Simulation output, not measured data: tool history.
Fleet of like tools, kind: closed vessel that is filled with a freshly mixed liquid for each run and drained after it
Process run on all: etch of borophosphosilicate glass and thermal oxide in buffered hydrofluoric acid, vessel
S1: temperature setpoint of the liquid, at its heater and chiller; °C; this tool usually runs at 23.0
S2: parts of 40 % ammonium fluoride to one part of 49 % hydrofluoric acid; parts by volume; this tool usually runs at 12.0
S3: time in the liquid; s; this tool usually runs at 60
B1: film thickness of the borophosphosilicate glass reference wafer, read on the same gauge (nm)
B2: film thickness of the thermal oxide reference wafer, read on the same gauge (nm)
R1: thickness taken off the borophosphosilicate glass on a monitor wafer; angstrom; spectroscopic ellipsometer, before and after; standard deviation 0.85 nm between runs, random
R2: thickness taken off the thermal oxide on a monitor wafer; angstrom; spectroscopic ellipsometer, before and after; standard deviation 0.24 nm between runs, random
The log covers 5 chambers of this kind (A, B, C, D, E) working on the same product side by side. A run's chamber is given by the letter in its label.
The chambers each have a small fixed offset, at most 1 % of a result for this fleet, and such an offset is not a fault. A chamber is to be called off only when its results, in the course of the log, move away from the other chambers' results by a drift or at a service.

run	hour	S1	S2	S3	B1	B2	R1	R2
1C	2.5	23.0	12.0	60	80.009	80.003	1521.3	545.42
2A	6.5	23.0	12.0	60	79.990	79.976	1527.0	536.41
3E	8.9	23.0	12.0	60	80.024	80.002	1521.6	544.42
4D	12.2	23.0	12.0	60	80.002	79.992	1531.0	538.45
5B	17.2	23.0	12.0	60	79.991	79.993	1506.5	540.17
6A	21.4	23.0	12.0	60	79.960	79.978	1533.1	539.33
7E	24.2	23.0	12.0	60	80.013	79.992	1518.8	540.47
8D	26.6	23.0	12.0	60	79.993	79.997	1515.1	541.47
9C	30.6	23.0	12.0	60	79.982	80.001	1523.1	540.20
10B	33.7	25.5	12.0	60	80.006	80.004	1719.1	614.76
11D	37.5	25.5	12.0	60	79.973	80.005	1754.3	622.76
12B	42.7	25.5	12.0	60	80.021	79.974	1715.9	609.81
13A	45.7	25.5	12.0	60	79.966	79.985	1753.6	619.85
14C	49.9	25.5	12.0	60	80.024	79.979	1718.2	622.21
15E	55.1	23.0	15.5	60	80.035	80.036	1175.4	423.10
16C	57.6	23.0	15.5	60	80.007	80.000	1168.2	420.05
17A	60.6	23.0	15.5	60	79.966	80.014	1177.2	417.07
18B	63.9	23.0	15.5	60	80.039	79.976	1158.0	416.99
19D	67.6	23.0	15.5	60	79.994	79.990	1190.5	418.97
20E	70.9	23.0	12.0	60	79.998	80.008	1495.4	544.39
21D	75.8	23.0	12.0	60	79.997	79.992	1519.7	544.34
22B	78.5	23.0	12.0	60	79.979	80.014	1503.7	531.12
23E	80.9	23.0	12.0	60	80.042	79.995	1511.4	541.83
24A	84.4	23.0	12.0	60	80.028	79.939	1510.9	540.80
25C	87.9	23.0	12.0	60	79.988	80.005	1503.8	544.20
26A	92.9	23.0	12.0	60	80.032	80.036	1522.6	537.14
27D	95.6	23.0	12.0	60	79.968	80.004	1535.3	546.79
28B	100.7	23.0	12.0	60	79.971	80.010	1514.7	536.00
29E	104.6	23.0	12.0	60	80.000	79.988	1492.4	542.95
30C	108.7	23.0	12.0	60	80.051	79.978	1514.2	544.81
31B	113.6	23.0	12.0	60	79.981	80.029	1517.1	542.39
32D	117.3	23.0	12.0	60	79.979	79.978	1535.7	543.38
33C	122.1	23.0	12.0	60	80.021	80.027	1514.5	544.32
34E	124.5	23.0	12.0	60	80.009	80.050	1507.9	543.53
35A	129.7	23.0	12.0	60	79.998	79.988	1535.0	538.27
36B	133.2	23.0	12.0	60	80.039	79.983	1510.2	535.57
37A	135.6	23.0	12.0	60	80.019	80.013	1522.9	539.07
38E	138.3	23.0	12.0	60	79.987	80.009	1518.1	541.96
39D	141.5	23.0	12.0	60	80.047	79.994	1517.5	541.07
40C	145.7	23.0	12.0	60	80.010	79.995	1522.1	538.70
41C	151.0	23.0	12.0	60	80.026	79.987	1503.9	541.21
42A	153.5	23.0	12.0	60	80.031	79.979	1506.7	537.92
43E	157.1	23.0	12.0	60	80.015	79.982	1521.4	540.95
44B	162.3	23.0	12.0	60	80.005	79.984	1510.9	536.01

Predict what each chamber gives when all 5 of them run the settings below next.
45A	166.1	20.0	12.0	60			?	?
45B	166.1	20.0	12.0	60			?	?
45C	166.1	20.0	12.0	60			?	?
45D	166.1	20.0	12.0	60			?	?
45E	166.1	20.0	12.0	60			?	?

run	R1	R2
45A	1310.2	457.16
45B	1282.2	455.71
45C	1284.5	462.07
45D	1305.7	461.65
45E	1286.6	457.18
